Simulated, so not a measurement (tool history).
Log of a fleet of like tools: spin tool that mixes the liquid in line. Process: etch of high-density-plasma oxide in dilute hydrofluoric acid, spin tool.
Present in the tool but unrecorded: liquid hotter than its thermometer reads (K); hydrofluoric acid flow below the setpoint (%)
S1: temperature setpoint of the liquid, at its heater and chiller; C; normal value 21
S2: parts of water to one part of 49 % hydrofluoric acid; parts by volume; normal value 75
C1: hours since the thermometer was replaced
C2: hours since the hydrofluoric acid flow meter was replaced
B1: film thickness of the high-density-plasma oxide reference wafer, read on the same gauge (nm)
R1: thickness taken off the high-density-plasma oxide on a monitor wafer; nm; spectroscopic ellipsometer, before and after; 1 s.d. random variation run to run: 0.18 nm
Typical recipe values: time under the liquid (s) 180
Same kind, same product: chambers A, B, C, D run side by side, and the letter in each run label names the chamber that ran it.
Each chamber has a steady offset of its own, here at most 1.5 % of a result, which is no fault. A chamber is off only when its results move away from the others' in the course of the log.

run 1C hour=6.3 | S1=21 S2=75 time_under_the_liquid_(s)=180 | C1=898.1 C2=1405.4 | B1=150.01 | R1=20.387
run 2B hour=13.4 | S1=21 S2=75 time_under_the_liquid_(s)=180 | C1=985.1 C2=335.6 | B1=149.99 | R1=20.503
run 3D hour=23.6 | S1=21 S2=75 time_under_the_liquid_(s)=180 | C1=405.1 C2=664.7 | B1=150.00 | R1=20.297
run 4A hour=30.1 | S1=21 S2=75 time_under_the_liquid_(s)=180 | C1=401.2 C2=1982.5 | B1=150.02 | R1=19.996
run 5B hour=38.9 | S1=21 S2=75 time_under_the_liquid_(s)=180 | C1=1010.6 C2=361.1 | B1=150.01 | R1=20.493
run 6C hour=46.7 | S1=21 S2=75 time_under_the_liquid_(s)=180 | C1=938.5 C2=1445.8 | B1=150.02 | R1=20.399
-- hour=55.2 chamber B: thermometer replaced
run 7A hour=56.4 | S1=21 S2=75 time_under_the_liquid_(s)=180 | C1=427.5 C2=2008.8 | B1=150.01 | R1=20.351
run 8D hour=61.1 | S1=21 S2=75 time_under_the_liquid_(s)=180 | C1=442.6 C2=702.2 | B1=150.01 | R1=19.971
run 9B hour=67.6 | S1=21 S2=75 time_under_the_liquid_(s)=180 | C1=12.4 C2=389.8 | B1=150.02 | R1=20.351
-- hour=68.5 chamber C: hydrofluoric acid flow meter replaced
run 10D hour=73.2 | S1=21 S2=75 time_under_the_liquid_(s)=130 | C1=454.7 C2=714.3 | B1=150.00 | R1=14.633
run 11A hour=82.9 | S1=21 S2=75 time_under_the_liquid_(s)=130 | C1=454.0 C2=2035.3 | B1=149.98 | R1=14.716
run 12C hour=90.1 | S1=21 S2=75 time_under_the_liquid_(s)=130 | C1=981.9 C2=21.7 | B1=150.00 | R1=14.810
run 13A hour=94.7 | S1=21 S2=75 time_under_the_liquid_(s)=130 | C1=465.8 C2=2047.1 | B1=150.01 | R1=14.551
run 14B hour=100.2 | S1=21 S2=75 time_under_the_liquid_(s)=180 | C1=45.0 C2=422.4 | B1=150.00 | R1=20.133
run 15C hour=109.3 | S1=21 S2=75 time_under_the_liquid_(s)=180 | C1=1001.1 C2=40.9 | B1=150.00 | R1=20.509
run 16D hour=115.7 | S1=21 S2=75 time_under_the_liquid_(s)=180 | C1=497.2 C2=756.8 | B1=150.00 | R1=19.785
run 17A hour=124.4 | S1=21 S2=75 time_under_the_liquid_(s)=180 | C1=495.5 C2=2076.8 | B1=149.99 | R1=20.401
run 18C hour=132.2 | S1=21 S2=75 time_under_the_liquid_(s)=180 | C1=1024.0 C2=63.8 | B1=149.97 | R1=20.553
run 19B hour=142.6 | S1=21 S2=75 time_under_the_liquid_(s)=180 | C1=87.4 C2=464.8 | B1=150.02 | R1=20.103
run 20D hour=147.4 | S1=21 S2=75 time_under_the_liquid_(s)=180 | C1=528.9 C2=788.5 | B1=150.01 | R1=19.763
run 21B hour=154.5 | S1=21 S2=75 time_under_the_liquid_(s)=180 | C1=99.3 C2=476.7 | B1=150.01 | R1=20.181
run 22C hour=159.4 | S1=21 S2=75 time_under_the_liquid_(s)=180 | C1=1051.2 C2=91.0 | B1=150.00 | R1=20.363
run 23A hour=166.3 | S1=21 S2=75 time_under_the_liquid_(s)=180 | C1=537.4 C2=2118.7 | B1=149.98 | R1=20.085
run 24D hour=176.5 | S1=21 S2=75 time_under_the_liquid_(s)=180 | C1=558.0 C2=817.6 | B1=150.00 | R1=19.143
run 25D hour=184.4 | S1=21 S2=75 time_under_the_liquid_(s)=180 | C1=565.9 C2=825.5 | B1=150.00 | R1=19.110
run 26B hour=190.4 | S1=21 S2=75 time_under_the_liquid_(s)=180 | C1=135.2 C2=512.6 | B1=149.99 | R1=20.018
run 27A hour=199.5 | S1=24 S2=75 time_under_the_liquid_(s)=225 | C1=570.6 C2=2151.9 | B1=149.99 | R1=29.103
run 28C hour=208.4 | S1=24 S2=75 time_under_the_liquid_(s)=225 | C1=1100.2 C2=140.0 | B1=150.01 | R1=29.225
run 29C hour=215.3 | S1=24 S2=75 time_under_the_liquid_(s)=225 | C1=1107.1 C2=146.9 | B1=150.03 | R1=29.484
run 30D hour=222.2 | S1=24 S2=75 time_under_the_liquid_(s)=225 | C1=603.7 C2=863.3 | B1=150.01 | R1=26.704
run 31B hour=227.7 | S1=21 S2=75 time_under_the_liquid_(s)=180 | C1=172.5 C2=549.9 | B1=149.99 | R1=20.468

Has any chamber moved away from the others, gradually or after a service, or does the common gauge drift, or do the chambers differ only by their own small steady offsets? State the chamber and the most likely cause if one applies.

Chamber D drifts away from the others.
Cause: hydrofluoric acid flow below the setpoint (%) = 7.1.
It could be hard to tell apart here from: liquid colder than its thermometer reads (K).

Which of the 4 candidates below, each the usual settings with something changed and its results left as question marks, puts chamber D back in line with what the other chambers give on the usual settings?
In line means no further than this from the other chambers' mean on the usual settings: R1 0.630 nm
run 32D-1 hour=235.3 | S1=21.0 S2=75 time_under_the_liquid_(s)=195 | R1=?
run 32D-2 hour=235.3 | S1=21.0 S2=75 time_under_the_liquid_(s)=165 | R1=?
run 32D-3 hour=235.3 | S1=21.0 S2=70 time_under_the_liquid_(s)=195 | R1=?
run 32D-4 hour=235.3 | S1=20.5 S2=75 time_under_the_liquid_(s)=155 | R1=?

Usual-settings mean across the other chambers: R1 20.368 nm
run=32D-1 R1=20.212
run=32D-2 R1=17.103
run=32D-3 R1=21.772
run=32D-4 R1=15.738
32D-1 is the one that brings the chamber's results back in line with the other chambers.

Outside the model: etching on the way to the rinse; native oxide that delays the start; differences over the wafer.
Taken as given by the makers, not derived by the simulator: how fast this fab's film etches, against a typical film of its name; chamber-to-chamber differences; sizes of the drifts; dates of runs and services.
